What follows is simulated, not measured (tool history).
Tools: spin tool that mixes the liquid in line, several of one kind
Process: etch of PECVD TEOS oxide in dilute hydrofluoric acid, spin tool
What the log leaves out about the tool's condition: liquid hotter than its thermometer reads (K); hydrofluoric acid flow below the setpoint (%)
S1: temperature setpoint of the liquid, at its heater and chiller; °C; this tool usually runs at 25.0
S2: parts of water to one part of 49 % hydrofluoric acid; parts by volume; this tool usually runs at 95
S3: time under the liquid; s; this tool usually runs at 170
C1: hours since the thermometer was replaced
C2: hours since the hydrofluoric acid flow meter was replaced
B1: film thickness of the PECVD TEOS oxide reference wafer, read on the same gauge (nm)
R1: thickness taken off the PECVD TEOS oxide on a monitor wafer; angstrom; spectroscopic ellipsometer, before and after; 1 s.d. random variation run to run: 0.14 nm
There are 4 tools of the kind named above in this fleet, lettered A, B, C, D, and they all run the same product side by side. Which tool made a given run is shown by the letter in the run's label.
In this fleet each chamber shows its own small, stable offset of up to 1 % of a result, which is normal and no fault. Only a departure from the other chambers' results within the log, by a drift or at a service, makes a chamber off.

run,day,S1,S2,S3,C1,C2,B1,R1
1A,0.262,25.0,95,170,413.4,1877.6,129.96,410.63
2C,0.688,25.0,95,170,530.9,457.3,130.00,415.36
3B,1.004,25.0,95,170,541.8,1165.2,130.02,417.46
4D,1.450,25.0,95,170,332.0,1729.1,130.02,412.91
5B,1.938,27.5,75,170,564.2,1187.6,129.96,596.43
# day 2.192: chamber A: hydrofluoric acid flow meter replaced
6D,2.312,27.5,75,170,352.7,1749.8,129.99,600.06
7A,2.754,27.5,75,170,473.2,13.5,130.00,594.18
8C,3.008,27.5,75,170,586.6,513.0,130.00,595.50
9A,3.412,25.0,95,170,489.0,29.3,129.98,411.80
10C,3.896,25.0,130,260,607.9,534.3,130.00,445.39
11D,4.262,25.0,130,260,399.5,1796.6,129.97,441.17
12B,4.592,25.0,130,260,627.9,1251.3,129.99,452.32
13B,4.954,25.0,130,260,636.6,1260.0,130.01,452.75
14A,5.442,25.0,95,170,537.7,78.0,130.00,411.52
15D,5.696,25.0,95,170,433.9,1831.0,130.01,413.35
# day 5.842: chamber B: hydrofluoric acid flow meter replaced
16C,6.158,25.0,95,170,662.2,588.6,129.99,414.83
17D,6.592,25.0,95,170,455.4,1852.5,130.01,413.44
18A,7.075,25.0,95,170,576.9,117.2,130.00,413.78
19B,7.571,23.5,95,170,699.4,41.6,129.99,402.02
20C,8.004,23.5,95,170,706.5,632.9,129.97,388.74
21C,8.275,23.5,95,170,713.0,639.4,129.99,388.19
22A,8.529,23.5,95,170,611.8,152.1,130.02,386.10
23B,8.925,25.0,95,170,731.9,74.1,129.99,429.63
24D,9.221,25.0,95,170,518.5,1915.6,130.00,414.76
# day 9.462: chamber D: hydrofluoric acid flow meter replaced
25D,9.612,25.0,95,170,527.9,3.7,129.99,417.78
26C,9.946,25.0,95,170,753.1,679.5,130.01,415.61
27A,10.458,25.0,95,170,658.1,198.4,130.03,411.79
28B,10.888,25.0,95,170,779.0,121.2,130.01,432.41
29B,11.142,25.0,95,170,785.1,127.3,129.99,433.69

Decide between three cases: one chamber stands off from its peers, the gauge reading all wafers drifts, or nothing is wrong past each chamber's small offset. Where a chamber is off, say which and what most likely put it there.

Chamber B drifts away from the others.
Cause: liquid hotter than its thermometer reads (K) = 0.917.

Chamber B could run next with any of the 4 candidate recipes listed below; each alters the usual settings, and their results appear as question marks. Which one brings its results back in line with what the other chambers deliver on the usual settings?
A result is in line if it is within this distance of the other chambers' mean on the usual settings: R1 5.10 angstrom
30B-1,11.517,24.0,95,170,,,,?
30B-2,11.517,25.0,95,185,,,,?
30B-3,11.517,26.0,95,170,,,,?
30B-4,11.517,25.0,100,165,,,,?

Average result of the remaining chambers running the usual settings: R1 413.97 angstrom
run,R1
30B-1,415.41
30B-2,470.16
30B-3,449.18
30B-4,396.03
The answer is 30B-1, which returns the chamber to within the allowed miss of the others.

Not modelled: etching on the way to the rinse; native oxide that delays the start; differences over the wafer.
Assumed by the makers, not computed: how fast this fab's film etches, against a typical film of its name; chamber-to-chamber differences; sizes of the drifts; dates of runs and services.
